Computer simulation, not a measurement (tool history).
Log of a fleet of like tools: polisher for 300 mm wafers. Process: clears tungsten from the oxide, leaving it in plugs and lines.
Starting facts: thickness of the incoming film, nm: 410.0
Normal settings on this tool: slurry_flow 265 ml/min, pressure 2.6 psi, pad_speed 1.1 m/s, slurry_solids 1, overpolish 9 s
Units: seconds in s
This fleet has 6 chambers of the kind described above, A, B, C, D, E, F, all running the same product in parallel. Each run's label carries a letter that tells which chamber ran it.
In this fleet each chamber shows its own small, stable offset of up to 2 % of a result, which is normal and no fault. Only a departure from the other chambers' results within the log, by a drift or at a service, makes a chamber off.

{"run": "1F", "hour": 8.3, "slurry_flow": 265, "pressure": 2.6, "pad_speed": 1.1, "slurry_solids": 1, "overpolish": 9, "seconds": 136.08}
{"hour": 9.4, "done": "chamber F: worn pad replaced by a new one"}
{"hour": 10.0, "done": "chamber A: worn pad replaced by a new one"}
{"hour": 19.6, "done": "chamber E: slurry tank refilled with fresh slurry and peroxide"}
{"run": "2D", "hour": 21.8, "slurry_flow": 265, "pressure": 2.6, "pad_speed": 1.1, "slurry_solids": 1, "overpolish": 9, "seconds": 140.48}
{"hour": 25.4, "done": "chamber E: slurry blender recalibrated"}
{"hour": 29.7, "done": "chamber C: worn pad replaced by a new one"}
{"run": "3A", "hour": 31.5, "slurry_flow": 265, "pressure": 2.6, "pad_speed": 1.1, "slurry_solids": 1, "overpolish": 9, "seconds": 139.48}
{"hour": 34.8, "done": "chamber A: slurry tank refilled with fresh slurry and peroxide"}
{"hour": 38.3, "done": "chamber F: slurry tank refilled with fresh slurry and peroxide"}
{"hour": 39.0, "done": "chamber B: worn pad replaced by a new one"}
{"hour": 41.2, "done": "chamber C: slurry tank refilled with fresh slurry and peroxide"}
{"run": "4C", "hour": 44.0, "slurry_flow": 265, "pressure": 2.6, "pad_speed": 1.1, "slurry_solids": 1, "overpolish": 9, "seconds": 134.49}
{"hour": 46.6, "done": "chamber D: slurry tank refilled with fresh slurry and peroxide"}
{"hour": 52.3, "done": "chamber D: worn pad replaced by a new one"}
{"hour": 57.3, "done": "chamber B: slurry tank refilled with fresh slurry and peroxide"}
{"run": "5B", "hour": 58.0, "slurry_flow": 265, "pressure": 2.6, "pad_speed": 1.1, "slurry_solids": 1, "overpolish": 9, "seconds": 137.97}
{"run": "6E", "hour": 65.1, "slurry_flow": 265, "pressure": 2.6, "pad_speed": 1.1, "slurry_solids": 1, "overpolish": 9, "seconds": 135.81}
{"hour": 66.7, "done": "chamber C: head pressure recalibrated"}
{"run": "7E", "hour": 78.0, "slurry_flow": 265, "pressure": 2.6, "pad_speed": 1.1, "slurry_solids": 1, "overpolish": 9, "seconds": 135}
{"hour": 80.7, "done": "chamber E: worn pad replaced by a new one"}
{"hour": 86.1, "done": "chamber B: slurry nozzle cleaned"}
{"run": "8A", "hour": 90.9, "slurry_flow": 265, "pressure": 2.6, "pad_speed": 1.1, "slurry_solids": 1, "overpolish": 9, "seconds": 137.79}
{"hour": 101.5, "done": "chamber D: slurry blender recalibrated"}
{"run": "9C", "hour": 102.7, "slurry_flow": 265, "pressure": 2.6, "pad_speed": 1.1, "slurry_solids": 1, "overpolish": 9, "seconds": 137.22}
{"hour": 112.7, "done": "chamber A: slurry tank refilled with fresh slurry and peroxide"}
{"run": "10B", "hour": 115.2, "slurry_flow": 265, "pressure": 2.6, "pad_speed": 1.1, "slurry_solids": 1, "overpolish": 9, "seconds": 134.71}
{"run": "11D", "hour": 124.4, "slurry_flow": 265, "pressure": 2.6, "pad_speed": 1.1, "slurry_solids": 1, "overpolish": 9, "seconds": 136.62}
{"hour": 126.5, "done": "chamber C: slurry tank refilled with fresh slurry and peroxide"}
{"hour": 131.9, "done": "chamber B: worn pad replaced by a new one"}
{"hour": 132.2, "done": "chamber F: slurry blender recalibrated"}
{"hour": 133.7, "done": "chamber F: slurry tank refilled with fresh slurry and peroxide"}
{"hour": 136.7, "done": "chamber B: head pressure recalibrated"}
{"run": "12F", "hour": 136.8, "slurry_flow": 265, "pressure": 2.6, "pad_speed": 1.1, "slurry_solids": 1, "overpolish": 9, "seconds": 134.13}
{"hour": 138.8, "done": "chamber D: slurry tank refilled with fresh slurry and peroxide"}
{"hour": 142.9, "done": "chamber B: slurry tank refilled with fresh slurry and peroxide"}
{"run": "13A", "hour": 144.2, "slurry_flow": 265, "pressure": 2.6, "pad_speed": 1.1, "slurry_solids": 1, "overpolish": 9, "seconds": 136.75}
{"hour": 146.8, "done": "chamber F: head pressure recalibrated"}
{"hour": 150.0, "done": "chamber F: slurry nozzle cleaned"}
{"hour": 154.7, "done": "chamber E: slurry tank refilled with fresh slurry and peroxide"}
{"run": "14D", "hour": 155.9, "slurry_flow": 265, "pressure": 2.6, "pad_speed": 1.1, "slurry_solids": 1, "overpolish": 9, "seconds": 140.45}
{"run": "15F", "hour": 165.0, "slurry_flow": 265, "pressure": 2.6, "pad_speed": 1.1, "slurry_solids": 1, "overpolish": 9, "seconds": 137.42}
{"hour": 171.9, "done": "chamber D: head pressure recalibrated"}
{"run": "16C", "hour": 177.0, "slurry_flow": 265, "pressure": 2.6, "pad_speed": 1.1, "slurry_solids": 1, "overpolish": 9, "seconds": 139.19}
{"hour": 188.0, "done": "chamber C: worn pad replaced by a new one"}
{"hour": 189.5, "done": "chamber A: slurry tank refilled with fresh slurry and peroxide"}
{"run": "17E", "hour": 190.2, "slurry_flow": 265, "pressure": 2.6, "pad_speed": 1.1, "slurry_solids": 1, "overpolish": 9, "seconds": 130.28}
{"hour": 193.6, "done": "chamber E: worn pad replaced by a new one"}
{"run": "18B", "hour": 196.7, "slurry_flow": 265, "pressure": 2.6, "pad_speed": 1.1, "slurry_solids": 1, "overpolish": 9, "seconds": 138.93}
{"run": "19A", "hour": 206.9, "slurry_flow": 265, "pressure": 2.6, "pad_speed": 1.1, "slurry_solids": 1, "overpolish": 9, "seconds": 136.77}
{"hour": 214.2, "done": "chamber A: worn pad replaced by a new one"}
{"run": "20C", "hour": 216.3, "slurry_flow": 265, "pressure": 2.6, "pad_speed": 1.1, "slurry_solids": 1, "overpolish": 9, "seconds": 134.95}
{"hour": 217.4, "done": "chamber D: worn pad replaced by a new one"}
{"hour": 218.5, "done": "chamber B: worn pad replaced by a new one"}
{"hour": 219.6, "done": "chamber B: slurry blender recalibrated"}
{"hour": 220.4, "done": "chamber D: slurry tank refilled with fresh slurry and peroxide"}
{"run": "21B", "hour": 224.6, "slurry_flow": 265, "pressure": 2.6, "pad_speed": 1.1, "slurry_solids": 1, "overpolish": 9, "seconds": 135.82}
{"hour": 225.9, "done": "chamber C: slurry tank refilled with fresh slurry and peroxide"}
{"hour": 228.3, "done": "chamber F: slurry tank refilled with fresh slurry and peroxide"}
{"run": "22E", "hour": 231.3, "slurry_flow": 265, "pressure": 2.6, "pad_speed": 1.1, "slurry_solids": 1, "overpolish": 9, "seconds": 131.79}
{"hour": 236.6, "done": "chamber B: slurry tank refilled with fresh slurry and peroxide"}
{"run": "23D", "hour": 239.2, "slurry_flow": 265, "pressure": 2.6, "pad_speed": 1.1, "slurry_solids": 1, "overpolish": 9, "seconds": 137.18}
{"hour": 240.9, "done": "chamber F: worn pad replaced by a new one"}
{"run": "24F", "hour": 248.6, "slurry_flow": 265, "pressure": 2.6, "pad_speed": 1.1, "slurry_solids": 1, "overpolish": 9, "seconds": 135.18}
{"run": "25B", "hour": 259.5, "slurry_flow": 265, "pressure": 2.6, "pad_speed": 1.1, "slurry_solids": 1, "overpolish": 7, "seconds": 141.62}
{"run": "26A", "hour": 268.2, "slurry_flow": 265, "pressure": 2.6, "pad_speed": 1.1, "slurry_solids": 1, "overpolish": 7, "seconds": 131.98}
{"hour": 274.5, "done": "chamber A: slurry tank refilled with fresh slurry and peroxide"}
{"run": "27D", "hour": 281.6, "slurry_flow": 265, "pressure": 2.6, "pad_speed": 1.1, "slurry_solids": 1, "overpolish": 7, "seconds": 139.22}
{"hour": 286.3, "done": "chamber F: slurry blender recalibrated"}
{"run": "28F", "hour": 287.6, "slurry_flow": 265, "pressure": 2.6, "pad_speed": 1.1, "slurry_solids": 1, "overpolish": 7, "seconds": 137.47}
{"hour": 293.3, "done": "chamber E: slurry tank refilled with fresh slurry and peroxide"}
{"run": "29C", "hour": 293.7, "slurry_flow": 265, "pressure": 2.6, "pad_speed": 1.1, "slurry_solids": 1, "overpolish": 7, "seconds": 136.92}
{"hour": 296.5, "done": "chamber E: worn pad replaced by a new one"}
{"run": "30E", "hour": 304.8, "slurry_flow": 265, "pressure": 2.6, "pad_speed": 1.1, "slurry_solids": 1, "overpolish": 7, "seconds": 127.64}
{"hour": 308.9, "done": "chamber B: worn pad replaced by a new one"}
{"hour": 309.0, "done": "chamber C: slurry tank refilled with fresh slurry and peroxide"}
{"hour": 311.6, "done": "chamber F: slurry tank refilled with fresh slurry and peroxide"}
{"run": "31E", "hour": 313.8, "slurry_flow": 265, "pressure": 2.6, "pad_speed": 1.1, "slurry_solids": 1, "overpolish": 9, "seconds": 124.46}
{"hour": 315.1, "done": "chamber D: slurry tank refilled with fresh slurry and peroxide"}
{"hour": 317.9, "done": "chamber B: slurry tank refilled with fresh slurry and peroxide"}
{"run": "32B", "hour": 325.0, "slurry_flow": 265, "pressure": 2.6, "pad_speed": 1.1, "slurry_solids": 1, "overpolish": 9, "seconds": 134.76}
{"run": "33D", "hour": 336.5, "slurry_flow": 265, "pressure": 2.6, "pad_speed": 1.1, "slurry_solids": 1, "overpolish": 9, "seconds": 136.91}
{"hour": 338.5, "done": "chamber C: slurry blender recalibrated"}
{"run": "34C", "hour": 345.5, "slurry_flow": 265, "pressure": 2.6, "pad_speed": 1.1, "slurry_solids": 1, "overpolish": 9, "seconds": 136.46}
{"hour": 347.9, "done": "chamber C: worn pad replaced by a new one"}
{"hour": 350.7, "done": "chamber A: slurry tank refilled with fresh slurry and peroxide"}
{"run": "35A", "hour": 354.2, "slurry_flow": 295, "pressure": 2.6, "pad_speed": 1.1, "slurry_solids": 1, "overpolish": 11, "seconds": 130.31}
{"hour": 358.1, "done": "chamber A: slurry blender recalibrated"}
{"run": "36F", "hour": 360.9, "slurry_flow": 295, "pressure": 2.6, "pad_speed": 1.1, "slurry_solids": 1, "overpolish": 11, "seconds": 137.27}
{"run": "37E", "hour": 372.0, "slurry_flow": 295, "pressure": 2.6, "pad_speed": 1.1, "slurry_solids": 1, "overpolish": 11, "seconds": 124.66}
{"run": "38D", "hour": 379.4, "slurry_flow": 295, "pressure": 2.6, "pad_speed": 1.1, "slurry_solids": 1, "overpolish": 11, "seconds": 136.34}
{"hour": 389.2, "done": "chamber F: slurry tank refilled with fresh slurry and peroxide"}
{"run": "39B", "hour": 390.5, "slurry_flow": 295, "pressure": 2.6, "pad_speed": 1.1, "slurry_solids": 1, "overpolish": 11, "seconds": 139.96}
{"hour": 391.6, "done": "chamber C: slurry tank refilled with fresh slurry and peroxide"}
{"run": "40C", "hour": 402.4, "slurry_flow": 295, "pressure": 2.6, "pad_speed": 1.1, "slurry_solids": 1, "overpolish": 11, "seconds": 133.36}
{"hour": 414.2, "done": "chamber A: worn pad replaced by a new one"}
{"run": "41A", "hour": 415.1, "slurry_flow": 265, "pressure": 2.6, "pad_speed": 1.1, "slurry_solids": 1, "overpolish": 9, "seconds": 135.44}
{"run": "42F", "hour": 421.3, "slurry_flow": 265, "pressure": 2.6, "pad_speed": 1.3, "slurry_solids": 1, "overpolish": 6, "seconds": 116.93}

All chambers now run identical settings, listed one chamber a line with results as question marks. What results will each chamber show?
{"run": "43A", "hour": 431.3, "slurry_flow": 265, "pressure": 2.6, "pad_speed": 1.1, "slurry_solids": 1, "overpolish": 9, "seconds": "?"}
{"run": "43B", "hour": 431.3, "slurry_flow": 265, "pressure": 2.6, "pad_speed": 1.1, "slurry_solids": 1, "overpolish": 9, "seconds": "?"}
{"run": "43C", "hour": 431.3, "slurry_flow": 265, "pressure": 2.6, "pad_speed": 1.1, "slurry_solids": 1, "overpolish": 9, "seconds": "?"}
{"run": "43D", "hour": 431.3, "slurry_flow": 265, "pressure": 2.6, "pad_speed": 1.1, "slurry_solids": 1, "overpolish": 9, "seconds": "?"}
{"run": "43E", "hour": 431.3, "slurry_flow": 265, "pressure": 2.6, "pad_speed": 1.1, "slurry_solids": 1, "overpolish": 9, "seconds": "?"}
{"run": "43F", "hour": 431.3, "slurry_flow": 265, "pressure": 2.6, "pad_speed": 1.1, "slurry_solids": 1, "overpolish": 9, "seconds": "?"}

run=43A seconds=136.67
run=43B seconds=137.35
run=43C seconds=138.07
run=43D seconds=135.21
run=43E seconds=124.94
run=43F seconds=137.25
